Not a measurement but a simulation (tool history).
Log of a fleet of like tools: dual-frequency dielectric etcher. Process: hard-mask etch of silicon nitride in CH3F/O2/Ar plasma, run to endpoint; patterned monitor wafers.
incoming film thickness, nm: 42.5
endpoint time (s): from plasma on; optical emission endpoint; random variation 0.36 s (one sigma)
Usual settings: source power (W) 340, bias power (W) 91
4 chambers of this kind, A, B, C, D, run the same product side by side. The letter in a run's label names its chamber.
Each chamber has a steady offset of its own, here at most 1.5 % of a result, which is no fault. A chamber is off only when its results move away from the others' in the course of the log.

run   hour  source power (W)  bias power (W)  hours since the last wet clean  hours since the last source power generator calibration  hours since the last bias power generator calibration  endpoint time (s)
 1C    8.3               340              91                           212.7                                                    461.1                                                 2202.3             60.566
      14.8  -- chamber B: wet clean of the chamber
 2D   15.3               340              91                           482.5                                                   4065.9                                                 1501.7             61.167
 3B   21.7               340              91                               7                                                   1155.1                                                 1660.2             60.162
 4A   27.2               340              91                           366.9                                                      273                                                 2613.1             60.209
 5C   34.6               340              91                             239                                                    487.4                                                 2228.6             59.529
 6B   42.6               340              91                            27.9                                                     1176                                                 1681.1              60.14
 7D   51.3               340              91                           518.5                                                   4101.9                                                 1537.7             61.049
 8A   56.8               340              91                           396.5                                                    302.6                                                 2642.7             60.577
 9D   63.2               340              91                           530.4                                                   4113.8                                                 1549.6             60.925
      65.8  -- chamber D: bias power generator calibrated
10C   72.9               340              91                           277.3                                                    525.7                                                 2266.9             59.925
11B   82.9               400              91                            68.2                                                   1216.3                                                 1721.4             56.303
      90.4  -- chamber D: wet clean of the chamber
12A   91.2               400              91                           430.9                                                      337                                                 2677.1             55.973
13A    100               400              91                           439.7                                                    345.8                                                 2685.9               56.5
14D  106.7               400              91                            16.4                                                   4157.3                                                   40.9             57.043
15B  113.5               280              80                            98.8                                                   1246.9                                                   1752             67.619
16C    119               280              80                           323.4                                                    571.8                                                   2313             68.123
     124.1  -- chamber A: wet clean of the chamber
     124.4  -- chamber C: wet clean of the chamber
17B  128.8               280              80                           114.1                                                   1262.2                                                 1767.3             68.341
18A  137.6               280              80                            13.6                                                    383.4                                                 2723.5             68.545
19C  145.6               340              91                            21.3                                                    598.4                                                 2339.6             60.237
20D  151.9               290             105                            61.6                                                   4202.5                                                   86.1             60.345
21D  158.7               290             105                            68.4                                                   4209.3                                                   92.9             60.751
22C  167.6               290             105                            43.3                                                    620.4                                                 2361.6             61.038
23A  174.3               290             105                            50.3                                                    420.1                                                 2760.2             60.312
24B  183.3               340              91                           168.6                                                   1316.7                                                 1821.8             60.525
25A  188.9               340              91                            64.9                                                    434.7                                                 2774.8             60.023
26C  193.7               340              91                            69.4                                                    646.5                                                 2387.7             60.648
27B  198.8               340              91                           184.1                                                   1332.2                                                 1837.3             59.596
28D  206.5               340              91                           116.2                                                   4257.1                                                  140.7             61.054
29B  214.3               340              91                           199.6                                                   1347.7                                                 1852.8             59.419
30A  221.8               340              91                            97.8                                                    467.6                                                 2807.7             60.409
31C  228.4               340              91                           104.1                                                    681.2                                                 2422.4             60.114

What goes on in this fleet: one chamber off, a drifting gauge, or nothing beyond the chambers' own small offsets? Name the chamber and the cause, if any.

No chamber stands off beyond its own small offset, and the gauge holds steady.
